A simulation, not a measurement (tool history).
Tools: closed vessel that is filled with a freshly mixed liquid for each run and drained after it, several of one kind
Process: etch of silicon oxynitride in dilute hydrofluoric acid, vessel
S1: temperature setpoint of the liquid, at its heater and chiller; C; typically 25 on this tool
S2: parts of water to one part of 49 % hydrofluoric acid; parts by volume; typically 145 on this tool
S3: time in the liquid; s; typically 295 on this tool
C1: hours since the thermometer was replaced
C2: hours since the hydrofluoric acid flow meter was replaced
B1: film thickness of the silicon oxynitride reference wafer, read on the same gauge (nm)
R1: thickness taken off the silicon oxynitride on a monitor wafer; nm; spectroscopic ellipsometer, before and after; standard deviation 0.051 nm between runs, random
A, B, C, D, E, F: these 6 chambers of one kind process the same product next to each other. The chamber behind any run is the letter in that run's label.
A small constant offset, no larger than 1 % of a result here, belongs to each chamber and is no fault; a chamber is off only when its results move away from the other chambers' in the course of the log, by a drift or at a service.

run   hour  S1   S2   S3      C1      C2      B1      R1
 1A    7.4  25  145  295   458.3     113   30.03  5.3781
 2B   13.5  25  145  295   973.4  1281.4  29.977  5.4761
 3C   17.2  25  145  295  1648.9    84.7  30.001    5.43
 4E   24.8  25  145  295   510.3  1921.9  30.024  5.3593
 5D   28.6  25  145  295   529.6    98.6  30.012   5.347
 6F   34.7  25  145  295   480.3   348.1  29.999  5.4784
 7F   40.5  25   80  140   486.1   353.9  29.997    4.81
 8D   48.1  25   80  140   549.1   118.1  29.989  4.8293
 9A   55.3  25   80  140   506.2   160.9  30.041   4.935
10B   61.4  25   80  140  1021.3  1329.3  29.979  4.9014
11C   68.8  25   80  140  1700.5   136.3  30.006  4.9156
12E   73.2  25   80  140   558.7  1970.3  29.945  4.9856
      77.6  -- chamber A: thermometer replaced
13C   79.8  25  145  295  1711.5   147.3  30.017  5.2292
14D   87.4  25  145  295   588.4   157.4  29.989  5.3219
15B   94.1  25  145  295    1054    1362  30.012  5.3414
16A  100.6  25  145  295    23.1   206.2  29.991  5.3993
17F  106.5  25  210  155   552.1   419.9  30.004  1.8478
18E  113.3  25  210  155   598.8  2010.4  29.998  1.8529
19D  121.6  25  210  155   622.6   191.6  30.005  1.8798
20C  126.5  25  210  155  1758.2     194  29.976  1.7358
21A  133.5  25  210  155      56   239.1  29.994  1.8893
22B  140.2  25  210  155  1100.1  1408.1  29.991  1.8703
23F  146.7  25  145  295   592.3   460.1  29.986  5.3712
     147.7  -- chamber E: hydrofluoric acid flow meter replaced
24E  153.1  25  145  350   638.6     5.5  29.999  6.3966
25F    161  25  145  350   606.6   474.4  30.004  6.3621
26E  166.2  25  145  350   651.7    18.6  30.017  6.3495
27A  173.8  25  145  350    96.3   279.4  30.004  6.3749
28C  178.7  25  145  350  1810.4   246.2  29.973  5.8979
29B  186.9  25  145  350  1146.8  1454.8  29.993  6.4351
30D  193.4  25  145  295   694.4   263.4  29.978   5.359
31C  198.3  25  145  295    1830   265.8  29.998    4.84
32B    206  25  145  295  1165.9  1473.9  30.032  5.3653
33A  209.8  25  145  295   132.3   315.4  29.998  5.3701
34F    214  25  145  295   659.6   527.4  30.003  5.3857
35D  220.2  25  145  295   721.2   290.2  29.945  5.4253
36E  225.4  25  145  295   710.9    77.8  30.005  5.3607
37A  233.4  25  145  295   155.9     339  30.005  5.3824
38D  239.5  25  145  295   740.5   309.5  29.986  5.3941
39E  243.8  25  145  295   729.3    96.2  29.994  5.3722

One chamber off, gauge drift, or nothing amiss beyond the chambers' own small offsets? If it is a chamber, which one, and what is the likeliest cause?

Chamber C drifts away from the others.
Likeliest cause: hydrofluoric acid flow below the setpoint (%) = 9.94.
The log may not tell that from: liquid colder than its thermometer reads (K).

Which of the 4 candidates below, each the usual settings with something changed and its results left as question marks, puts chamber C back in line with what the other chambers give on the usual settings?
Counts as in line when no further than this from what the other chambers average on the usual settings: R1 0.18 nm
40C-1  249.8    22  145  295               ?
40C-2  249.8  19.5  145  295               ?
40C-3  249.8    25  130  335               ?
40C-4  249.8    25  145  335               ?

On the usual settings, the other chambers give on average: R1 5.3827 nm
  run      R1
40C-1  4.1642
40C-2  3.7053
40C-3  6.1346
40C-4  5.4164
40C-4 puts the chamber back in line with the other chambers.
